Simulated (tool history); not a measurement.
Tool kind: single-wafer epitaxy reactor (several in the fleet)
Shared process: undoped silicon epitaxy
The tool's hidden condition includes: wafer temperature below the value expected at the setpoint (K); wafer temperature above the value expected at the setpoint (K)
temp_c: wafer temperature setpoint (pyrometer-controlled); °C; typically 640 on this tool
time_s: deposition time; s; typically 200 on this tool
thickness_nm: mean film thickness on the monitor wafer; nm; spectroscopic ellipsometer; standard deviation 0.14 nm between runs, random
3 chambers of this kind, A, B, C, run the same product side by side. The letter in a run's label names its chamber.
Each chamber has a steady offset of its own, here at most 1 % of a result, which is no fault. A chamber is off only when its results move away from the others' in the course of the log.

run,day,temp_c,time_s,hours since the last pyrometer calibration,"read-back reference wafer on the same gauge, thickness_nm",thickness_nm
1C,0.379,640,200,504.6,22.327,26.723
2A,0.704,640,200,872.6,22.329,26.992
3B,1.188,640,200,400.7,22.296,26.988
4C,1.412,640,200,529.4,22.294,26.896
5B,1.642,640,200,411.6,22.330,27.318
6A,2.112,640,200,906.4,22.285,26.871
7B,2.600,640,200,434.6,22.299,27.084
# day 2.912: chamber A: pyrometer calibrated
8A,3.008,640,200,2.4,22.303,26.980
9C,3.354,640,200,576.0,22.295,26.602
10B,3.683,640,200,460.6,22.291,27.065
11C,3.938,640,200,590.0,22.312,26.804
12A,4.442,640,200,36.8,22.307,26.826
13C,4.738,640,200,609.2,22.274,26.673
14A,5.175,640,200,54.4,22.311,26.855
15B,5.612,640,200,506.9,22.292,27.027
16B,6.129,631,228,519.3,22.284,25.145
17A,6.558,631,228,87.6,22.285,25.103
18C,6.979,631,228,663.0,22.289,24.525
19B,7.379,640,200,549.3,22.307,27.016
20C,7.717,640,200,680.7,22.322,25.943
21A,7.983,640,200,121.8,22.292,26.993
22C,8.358,652,176,696.1,22.301,30.101
23B,8.758,652,176,582.4,22.322,30.883
24A,9.138,652,176,149.5,22.310,31.090
25A,9.504,640,200,158.3,22.308,27.020
26C,9.838,640,200,731.6,22.296,25.870
27B,10.346,640,200,620.5,22.313,27.514
28A,10.804,640,200,189.5,22.303,26.896
29C,11.121,640,200,762.4,22.276,25.569
30B,11.433,640,200,646.6,22.294,26.854
31A,11.708,640,200,211.2,22.318,26.661
32B,12.142,640,200,663.6,22.294,27.153
33C,12.412,640,236,793.4,22.299,30.405
34C,12.758,640,236,801.7,22.287,30.133
35A,13.238,640,236,247.9,22.298,31.714
36B,13.725,640,200,701.6,22.273,27.140
37B,14.229,640,200,713.7,22.306,27.079
38C,14.638,647,224,846.8,22.304,32.929
39A,14.946,647,224,288.9,22.315,35.482

Does one chamber stand apart from the rest, does the shared gauge drift, or is all well apart from small per-chamber offsets? Give the chamber and the most likely cause, where there is one.

Chamber C drifts away from the others.
Cause: wafer temperature below the value expected at the setpoint (K) = 2.95.

Chamber C could run next with any of the 4 candidate recipes listed below; each alters the usual settings, and their results appear as question marks. Which one brings its results back in line with what the other chambers deliver on the usual settings?
To be in line, a result may differ from the other chambers' mean on the usual settings by at most: thickness_nm 0.480 nm
40C-1,15.317,638,196,,,?
40C-2,15.317,635,200,,,?
40C-3,15.317,640,214,,,?
40C-4,15.317,644,206,,,?

Other chambers, usual settings, mean: thickness_nm 27.012 nm
run,thickness_nm
40C-1,23.564
40C-2,22.471
40C-3,26.909
40C-4,28.320
40C-3 puts the chamber back in line with the other chambers.
